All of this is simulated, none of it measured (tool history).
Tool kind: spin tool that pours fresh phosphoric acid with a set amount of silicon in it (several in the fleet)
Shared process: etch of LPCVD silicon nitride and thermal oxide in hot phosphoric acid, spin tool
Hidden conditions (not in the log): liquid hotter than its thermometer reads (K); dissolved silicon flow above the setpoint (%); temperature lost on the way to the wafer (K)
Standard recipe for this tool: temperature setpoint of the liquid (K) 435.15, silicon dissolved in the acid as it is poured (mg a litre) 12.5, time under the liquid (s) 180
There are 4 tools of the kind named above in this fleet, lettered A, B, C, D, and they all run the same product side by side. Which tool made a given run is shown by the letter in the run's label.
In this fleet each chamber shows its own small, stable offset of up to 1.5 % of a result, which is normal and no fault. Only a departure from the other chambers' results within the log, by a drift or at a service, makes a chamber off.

| run | hour | temperature setpoint of the liquid (K) | silicon dissolved in the acid as it is poured (mg a litre) | time under the liquid (s) | hours since the thermometer was replaced | hours since the dissolved silicon flow meter was replaced | hours since the heated supply line was repaired | read-back film thickness of the LPCVD silicon nitride reference wafer, read on the same gauge (nm) | read-back film thickness of the thermal oxide reference wafer, read on the same gauge (nm) | thickness taken off the LPCVD silicon nitride on a monitor wafer (nm) | thickness taken off the thermal oxide on a monitor wafer (nm) |
|---|---|---|---|---|---|---|---|---|---|---|---|
| 1B | 11.7 | 435.15 | 12.5 | 180 | 1534.8 | 22.9 | 1576.3 | 139.98 | 140.01 | 16.845 | 0.42972 |
| 2D | 18.1 | 435.15 | 12.5 | 180 | 868.3 | 206.2 | 2394.7 | 140.01 | 139.99 | 16.486 | 0.42255 |
| 3C | 29.8 | 435.15 | 12.5 | 180 | 719.3 | 1339.6 | 2187.0 | 140.03 | 140.02 | 16.589 | 0.42629 |
| 4A | 37.6 | 435.15 | 12.5 | 180 | 231.7 | 536.6 | 2230.9 | 139.96 | 140.02 | 16.721 | 0.37838 |
| 5C | 44.1 | 435.15 | 12.5 | 180 | 733.6 | 1353.9 | 2201.3 | 139.97 | 139.97 | 16.644 | 0.41231 |
| 6D | 53.6 | 435.15 | 12.5 | 180 | 903.8 | 241.7 | 2430.2 | 140.04 | 140.02 | 16.588 | 0.45161 |
| 7B | 61.0 | 435.15 | 12.5 | 180 | 1584.1 | 72.2 | 1625.6 | 140.02 | 140.00 | 16.810 | 0.40817 |
| 8A | 72.4 | 435.15 | 12.5 | 180 | 266.5 | 571.4 | 2265.7 | 140.05 | 140.00 | 16.664 | 0.43641 |
|  | 79.8 | chamber C: thermometer replaced |
| 9D | 83.9 | 435.15 | 12.5 | 180 | 934.1 | 272.0 | 2460.5 | 139.92 | 139.98 | 16.554 | 0.41115 |
| 10C | 93.2 | 435.15 | 12.5 | 180 | 13.4 | 1403.0 | 2250.4 | 140.05 | 140.01 | 16.749 | 0.43502 |
| 11B | 102.1 | 435.15 | 12.5 | 180 | 1625.2 | 113.3 | 1666.7 | 140.02 | 139.99 | 16.787 | 0.43913 |
| 12A | 108.1 | 435.15 | 12.5 | 180 | 302.2 | 607.1 | 2301.4 | 140.03 | 140.01 | 16.488 | 0.45479 |
| 13D | 113.8 | 435.15 | 12.5 | 180 | 964.0 | 301.9 | 2490.4 | 140.00 | 139.99 | 16.319 | 0.41691 |
| 14A | 123.7 | 435.15 | 12.5 | 180 | 317.8 | 622.7 | 2317.0 | 139.97 | 140.00 | 16.830 | 0.46653 |
| 15B | 132.4 | 435.15 | 12.5 | 180 | 1655.5 | 143.6 | 1697.0 | 139.99 | 139.99 | 16.933 | 0.39832 |
| 16C | 144.1 | 435.15 | 12.5 | 180 | 64.3 | 1453.9 | 2301.3 | 140.01 | 140.02 | 16.771 | 0.45203 |
| 17C | 154.2 | 435.15 | 12.5 | 180 | 74.4 | 1464.0 | 2311.4 | 139.96 | 140.00 | 16.844 | 0.44023 |
| 18A | 163.8 | 435.15 | 12.5 | 180 | 357.9 | 662.8 | 2357.1 | 139.93 | 140.01 | 16.706 | 0.42971 |
| 19D | 175.3 | 435.15 | 12.5 | 180 | 1025.5 | 363.4 | 2551.9 | 139.97 | 140.00 | 16.401 | 0.43499 |
| 20B | 183.5 | 435.15 | 12.5 | 180 | 1706.6 | 194.7 | 1748.1 | 140.05 | 139.99 | 16.969 | 0.44525 |
| 21B | 189.7 | 435.15 | 12.5 | 180 | 1712.8 | 200.9 | 1754.3 | 139.98 | 139.99 | 16.890 | 0.41252 |
| 22C | 197.9 | 435.15 | 12.5 | 180 | 118.1 | 1507.7 | 2355.1 | 140.03 | 140.02 | 16.655 | 0.44236 |
| 23A | 203.6 | 435.15 | 12.5 | 180 | 397.7 | 702.6 | 2396.9 | 140.05 | 140.00 | 16.717 | 0.42809 |
| 24D | 215.0 | 435.15 | 12.5 | 180 | 1065.2 | 403.1 | 2591.6 | 139.95 | 139.97 | 16.575 | 0.47001 |
| 25D | 222.7 | 435.15 | 12.5 | 180 | 1072.9 | 410.8 | 2599.3 | 139.97 | 140.01 | 16.563 | 0.45510 |
| 26B | 233.8 | 435.15 | 12.5 | 180 | 1756.9 | 245.0 | 1798.4 | 139.96 | 140.00 | 16.858 | 0.44143 |
| 27A | 244.6 | 435.15 | 12.5 | 180 | 438.7 | 743.6 | 2437.9 | 139.98 | 140.01 | 16.861 | 0.43889 |
| 28C | 255.6 | 435.15 | 12.5 | 180 | 175.8 | 1565.4 | 2412.8 | 139.93 | 140.02 | 16.676 | 0.44071 |
| 29C | 262.3 | 435.15 | 12.5 | 180 | 182.5 | 1572.1 | 2419.5 | 139.98 | 139.99 | 16.630 | 0.42836 |
| 30D | 271.8 | 435.15 | 12.5 | 250 | 1122.0 | 459.9 | 2648.4 | 139.92 | 139.98 | 23.054 | 0.61889 |
| 31A | 278.2 | 435.15 | 12.5 | 250 | 472.3 | 777.2 | 2471.5 | 140.00 | 139.99 | 23.214 | 0.55969 |
| 32B | 286.9 | 435.15 | 12.5 | 250 | 1810.0 | 298.1 | 1851.5 | 140.03 | 140.00 | 23.309 | 0.61304 |
| 33D | 298.2 | 435.15 | 12.5 | 250 | 1148.4 | 486.3 | 2674.8 | 139.99 | 139.99 | 22.764 | 0.59316 |
|  | 298.3 | chamber B: thermometer replaced |
| 34B | 310.3 | 435.15 | 12.5 | 180 | 12.0 | 321.5 | 1874.9 | 140.01 | 140.02 | 17.029 | 0.43264 |
| 35C | 316.9 | 435.15 | 12.5 | 180 | 237.1 | 1626.7 | 2474.1 | 139.97 | 139.99 | 16.609 | 0.43133 |
| 36A | 325.0 | 435.15 | 12.5 | 180 | 519.1 | 824.0 | 2518.3 | 139.99 | 140.00 | 16.853 | 0.42080 |
| 37D | 336.7 | 435.15 | 12.5 | 180 | 1186.9 | 524.8 | 2713.3 | 140.06 | 140.00 | 16.660 | 0.42312 |

Is one chamber off against the others, does the gauge drift, or is nothing wrong? If a chamber is off, say which, and what the likeliest cause is.

All chambers stay in line apart from their small fixed offsets, and the gauge does not drift.
